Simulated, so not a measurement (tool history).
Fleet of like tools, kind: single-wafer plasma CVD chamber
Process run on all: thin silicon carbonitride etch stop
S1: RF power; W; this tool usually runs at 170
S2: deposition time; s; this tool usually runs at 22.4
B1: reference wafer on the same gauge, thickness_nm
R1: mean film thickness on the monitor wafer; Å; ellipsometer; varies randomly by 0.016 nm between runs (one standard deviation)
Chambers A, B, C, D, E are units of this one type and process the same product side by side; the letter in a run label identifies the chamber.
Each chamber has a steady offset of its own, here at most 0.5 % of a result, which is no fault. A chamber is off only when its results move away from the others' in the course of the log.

run    day   S1    S2      B1      R1
 1E  0.271  170  22.4  13.795     122
 2C  0.529  170  22.4  13.798  122.05
 3A  0.871  170  22.4  13.794  121.65
 4D  1.046  170  22.4  13.788  121.56
 5B  1.392  170  22.4   13.79  121.88
 6C  1.625  170  22.4  13.785  121.99
 7E  1.854  170  22.4  13.784  121.69
 8B  2.188  170  22.4  13.781   121.7
 9D  2.517  170  22.4  13.776  121.64
10A  2.867  170  22.4   13.78  121.47
11A  3.054  170  19.5  13.773  106.09
12B  3.358  170  19.5  13.775  105.72
13C  3.688  170  19.5  13.764  106.29
14E  3.867  170  19.5  13.763   106.1
15D  4.038  170  19.5  13.766  105.53
16E  4.233  190  20.8  13.766  116.91
17B  4.525  190  20.8  13.767  117.02
18A  4.875  190  20.8  13.757  116.69
     5.042  -- chamber E: thermocouple changed; heater temperature recalibrated
19D  5.225  190  20.8   13.75   116.4
20C   5.55  190  20.8  13.757  116.86
21B  5.838  170  22.4  13.751  121.54
22C  6.029  170  22.4  13.746  121.65
23A  6.279  170  22.4  13.747  121.38
24D  6.617  170  22.4  13.747  121.17
25E  6.904  170  22.4  13.742  121.65
26E  7.108  170  22.4  13.742   121.3
27A  7.329  170  22.4  13.737  121.31
28C  7.538  170  22.4  13.736  121.44
29D  7.833  170  22.4  13.735   121.1
30B  8.012  170  22.4  13.727  121.46
31E  8.183  170  22.4  13.728  121.15
32D  8.429  170  22.4  13.733  121.12
33B  8.708  170  22.4  13.732  121.04

Read the log: is a single chamber off, either drifting away or since a service, is the gauge that measures every chamber drifting, or is nothing wrong beyond small per-chamber offsets? Name any odd chamber and what most likely caused it.

Gauge drift. The chambers move together only on paper, and none stands off.
What lies behind it: gauge reads low (%) = 0.55.
